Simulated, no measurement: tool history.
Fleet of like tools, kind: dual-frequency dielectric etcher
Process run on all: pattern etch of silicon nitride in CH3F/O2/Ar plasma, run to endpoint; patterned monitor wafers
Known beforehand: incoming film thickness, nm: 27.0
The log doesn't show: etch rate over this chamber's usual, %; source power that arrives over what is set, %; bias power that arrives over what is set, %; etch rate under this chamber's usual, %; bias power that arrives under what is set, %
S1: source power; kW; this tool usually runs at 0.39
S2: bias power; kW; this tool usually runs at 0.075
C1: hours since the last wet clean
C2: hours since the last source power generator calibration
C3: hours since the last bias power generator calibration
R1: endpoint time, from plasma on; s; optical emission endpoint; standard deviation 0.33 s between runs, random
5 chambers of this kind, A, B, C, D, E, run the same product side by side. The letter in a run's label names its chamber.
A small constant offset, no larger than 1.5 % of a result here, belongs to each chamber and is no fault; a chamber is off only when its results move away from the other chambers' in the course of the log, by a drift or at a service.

run 1A day=0.204 | S1=0.39 S2=0.075 | C1=479.7 C2=4832.7 C3=186 | R1=39.319
run 2B day=0.421 | S1=0.39 S2=0.075 | C1=405.3 C2=2904.6 C3=2092.2 | R1=38.464
run 3E day=0.712 | S1=0.39 S2=0.075 | C1=286.2 C2=777.9 C3=1666.2 | R1=39.06
run 4D day=0.979 | S1=0.39 S2=0.075 | C1=444.5 C2=752.1 C3=1584.4 | R1=39.164
run 5C day=1.246 | S1=0.39 S2=0.075 | C1=252 C2=2705.9 C3=3775.3 | R1=39.202
run 6A day=1.396 | S1=0.39 S2=0.075 | C1=508.3 C2=4861.3 C3=214.6 | R1=39.385
run 7B day=1.579 | S1=0.39 S2=0.075 | C1=433.1 C2=2932.4 C3=2120 | R1=38.811
run 8D day=1.879 | S1=0.39 S2=0.075 | C1=466.1 C2=773.7 C3=1606 | R1=38.286
run 9C day=2.079 | S1=0.39 S2=0.075 | C1=272 C2=2725.9 C3=3795.3 | R1=38.451
run 10E day=2.362 | S1=0.39 S2=0.075 | C1=325.8 C2=817.5 C3=1705.8 | R1=38.532
run 11C day=2.621 | S1=0.31 S2=0.063 | C1=285 C2=2738.9 C3=3808.3 | R1=44.782
run 12D day=2.758 | S1=0.31 S2=0.063 | C1=487.2 C2=794.8 C3=1627.1 | R1=44.891
-- day=2.908 chamber A: source power generator calibrated
-- day=2.996 chamber B: wet clean of the chamber
run 13B day=3.017 | S1=0.31 S2=0.063 | C1=0.6 C2=2966.9 C3=2154.5 | R1=46.604
run 14A day=3.279 | S1=0.31 S2=0.063 | C1=553.5 C2=8.9 C3=259.8 | R1=45.485
run 15E day=3.533 | S1=0.31 S2=0.063 | C1=353.9 C2=845.6 C3=1733.9 | R1=44.245
run 16E day=3.712 | S1=0.39 S2=0.075 | C1=358.2 C2=849.9 C3=1738.2 | R1=39.347
run 17D day=4 | S1=0.39 S2=0.075 | C1=517 C2=824.6 C3=1656.9 | R1=38.459
run 18C day=4.258 | S1=0.39 S2=0.075 | C1=324.3 C2=2778.2 C3=3847.6 | R1=39.099
run 19A day=4.525 | S1=0.39 S2=0.075 | C1=583.4 C2=38.8 C3=289.7 | R1=39.783
run 20B day=4.812 | S1=0.39 S2=0.075 | C1=43.7 C2=3010 C3=2197.6 | R1=40.13
run 21E day=4.996 | S1=0.39 S2=0.075 | C1=389 C2=880.7 C3=1769 | R1=38.735
run 22D day=5.229 | S1=0.31 S2=0.093 | C1=546.5 C2=854.1 C3=1686.4 | R1=39.18
run 23A day=5.421 | S1=0.31 S2=0.093 | C1=604.9 C2=60.3 C3=311.2 | R1=40.252
run 24B day=5.729 | S1=0.31 S2=0.093 | C1=65.7 C2=3032 C3=2219.6 | R1=40.828
run 25C day=5.962 | S1=0.31 S2=0.093 | C1=365.2 C2=2819.1 C3=3888.5 | R1=39.164
run 26C day=6.175 | S1=0.31 S2=0.093 | C1=370.3 C2=2824.2 C3=3893.6 | R1=38.576
run 27A day=6.383 | S1=0.44 S2=0.075 | C1=628 C2=83.4 C3=334.3 | R1=38.126
-- day=6.408 chamber A: wet clean of the chamber
run 28B day=6.571 | S1=0.44 S2=0.075 | C1=85.9 C2=3052.2 C3=2239.8 | R1=38.894
run 29E day=6.792 | S1=0.44 S2=0.075 | C1=432.1 C2=923.8 C3=1812.1 | R1=37.193
run 30D day=6.929 | S1=0.44 S2=0.075 | C1=587.3 C2=894.9 C3=1727.2 | R1=36.734
run 31A day=7.221 | S1=0.44 S2=0.075 | C1=19.6 C2=103.5 C3=354.4 | R1=37.975
run 32D day=7.5 | S1=0.39 S2=0.075 | C1=601 C2=908.6 C3=1740.9 | R1=38.96
run 33B day=7.783 | S1=0.39 S2=0.075 | C1=115 C2=3081.3 C3=2268.9 | R1=40.875
run 34E day=7.929 | S1=0.39 S2=0.075 | C1=459.4 C2=951.1 C3=1839.4 | R1=38.88
run 35C day=8.121 | S1=0.39 S2=0.075 | C1=417 C2=2870.9 C3=3940.3 | R1=38.843
run 36A day=8.425 | S1=0.39 S2=0.075 | C1=48.5 C2=132.4 C3=383.3 | R1=38.868
-- day=8.575 chamber D: wet clean of the chamber
run 37B day=8.704 | S1=0.39 S2=0.075 | C1=137.1 C2=3103.4 C3=2291 | R1=41.216
run 38E day=8.992 | S1=0.39 S2=0.075 | C1=484.9 C2=976.6 C3=1864.9 | R1=38.725
run 39D day=9.271 | S1=0.39 S2=0.075 | C1=16.7 C2=951.1 C3=1783.4 | R1=38.419

Decide between three cases: one chamber stands off from its peers, the gauge reading all wafers drifts, or nothing is wrong past each chamber's small offset. Where a chamber is off, say which and what most likely put it there.

The work done on chamber B during a service left it standing apart from the others.
Most likely cause: etch rate under this chamber's usual, % = 4.22.

Below are 4 candidate recipes for chamber B's next run, each the usual settings with a change, their results shown as question marks. Which of them brings B's results back in line with what the other chambers give on the usual settings?
In line means no further than this from the other chambers' mean on the usual settings: R1 1.2 s
run 40B-1 day=9.496 | S1=0.39 S2=0.096 | R1=?
run 40B-2 day=9.496 | S1=0.34 S2=0.067 | R1=?
run 40B-3 day=9.496 | S1=0.39 S2=0.066 | R1=?
run 40B-4 day=9.496 | S1=0.41 S2=0.079 | R1=?

Usual-settings mean across the other chambers: R1 38.885 s
run=40B-1 R1=37.375
run=40B-2 R1=44.752
run=40B-3 R1=42.701
run=40B-4 R1=39.359
40B-4 is the one that brings the chamber's results back in line with the other chambers.
